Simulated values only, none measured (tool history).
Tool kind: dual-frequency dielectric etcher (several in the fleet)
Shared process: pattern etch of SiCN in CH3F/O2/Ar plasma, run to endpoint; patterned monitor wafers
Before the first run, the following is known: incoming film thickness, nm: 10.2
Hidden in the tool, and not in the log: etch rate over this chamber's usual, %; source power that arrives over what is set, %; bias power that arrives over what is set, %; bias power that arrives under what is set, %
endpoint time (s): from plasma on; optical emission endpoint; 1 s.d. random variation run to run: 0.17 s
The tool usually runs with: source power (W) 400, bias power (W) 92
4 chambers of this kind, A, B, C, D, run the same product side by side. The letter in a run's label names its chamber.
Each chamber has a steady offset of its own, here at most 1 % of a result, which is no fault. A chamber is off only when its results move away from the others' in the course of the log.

| run | hour | source power (W) | bias power (W) | hours since the last wet clean | hours since the last source power generator calibration | hours since the last bias power generator calibration | endpoint time (s) |
|---|---|---|---|---|---|---|---|
| 1B | 11.1 | 400 | 92 | 421.4 | 826.6 | 213.7 | 24.896 |
| 2D | 25.9 | 400 | 92 | 242.5 | 970.3 | 2450.4 | 24.838 |
|  | 33.9 | chamber A: source power generator calibrated |
| 3C | 39.4 | 400 | 92 | 172.0 | 1637.9 | 1457.9 | 24.793 |
| 4A | 45.9 | 400 | 92 | 320.7 | 12.0 | 2027.2 | 24.777 |
| 5C | 58.8 | 400 | 112 | 191.4 | 1657.3 | 1477.3 | 23.390 |
| 6D | 68.5 | 400 | 112 | 285.1 | 1012.9 | 2493.0 | 22.693 |
| 7A | 80.2 | 400 | 112 | 355.0 | 46.3 | 2061.5 | 22.955 |
| 8B | 87.5 | 400 | 112 | 497.8 | 903.0 | 290.1 | 23.169 |
|  | 95.8 | chamber B: wet clean of the chamber |
| 9A | 96.9 | 400 | 78 | 371.7 | 63.0 | 2078.2 | 26.286 |
|  | 97.3 | chamber C: source power generator calibrated |
| 10C | 106.1 | 400 | 78 | 238.7 | 8.8 | 1524.6 | 26.692 |
| 11D | 118.7 | 400 | 78 | 335.3 | 1063.1 | 2543.2 | 25.982 |
| 12B | 127.4 | 400 | 78 | 31.6 | 942.9 | 330.0 | 26.874 |
| 13A | 135.5 | 400 | 92 | 410.3 | 101.6 | 2116.8 | 24.739 |
| 14C | 148.0 | 400 | 92 | 280.6 | 50.7 | 1566.5 | 24.803 |
| 15D | 156.1 | 400 | 92 | 372.7 | 1100.5 | 2580.6 | 24.078 |
|  | 163.6 | chamber A: wet clean of the chamber |
| 16B | 168.0 | 400 | 92 | 72.2 | 983.5 | 370.6 | 24.864 |
| 17A | 182.8 | 400 | 92 | 19.2 | 148.9 | 2164.1 | 24.667 |
| 18C | 191.5 | 400 | 92 | 324.1 | 94.2 | 1610.0 | 25.150 |
| 19D | 202.8 | 400 | 92 | 419.4 | 1147.2 | 2627.3 | 24.250 |
| 20B | 214.2 | 400 | 92 | 118.4 | 1029.7 | 416.8 | 24.951 |
| 21A | 221.9 | 400 | 92 | 58.3 | 188.0 | 2203.2 | 24.948 |
| 22D | 236.6 | 360 | 79 | 453.2 | 1181.0 | 2661.1 | 26.219 |
| 23B | 246.6 | 360 | 79 | 150.8 | 1062.1 | 449.2 | 27.316 |
| 24C | 256.9 | 360 | 79 | 389.5 | 159.6 | 1675.4 | 27.521 |
| 25B | 266.8 | 360 | 79 | 171.0 | 1082.3 | 469.4 | 27.722 |
| 26C | 276.2 | 400 | 92 | 408.8 | 178.9 | 1694.7 | 24.999 |
|  | 282.8 | chamber D: bias power generator calibrated |
| 27A | 287.2 | 360 | 80 | 123.6 | 253.3 | 2268.5 | 27.190 |
| 28D | 294.7 | 360 | 80 | 511.3 | 1239.1 | 11.9 | 25.822 |

Is one chamber off against the others, does the gauge drift, or is nothing wrong? If a chamber is off, say which, and what the likeliest cause is.

It is chamber D that slowly wanders off from its peers.
Most likely cause: etch rate over this chamber's usual, % = 4.77.

Here are 4 candidates for chamber D's next run, each the usual settings with a change, their results left as question marks. Which one brings its results back in line with what the others give on the usual settings?
To be in line, a result may differ from the other chambers' mean on the usual settings by at most: endpoint time (s) 0.590
| 29D-1 | 305.3 | 340 | 92 |  |  |  | ? |
| 29D-2 | 305.3 | 430 | 99 |  |  |  | ? |
| 29D-3 | 305.3 | 350 | 80 |  |  |  | ? |
| 29D-4 | 305.3 | 400 | 116 |  |  |  | ? |

The mean the other chambers reach with the usual settings: endpoint time (s) 24.927
| run | endpoint time (s) |
|---|---|
| 29D-1 | 24.966 |
| 29D-2 | 22.270 |
| 29D-3 | 25.995 |
| 29D-4 | 21.545 |
29D-1 is the one that brings the chamber's results back in line with the other chambers.
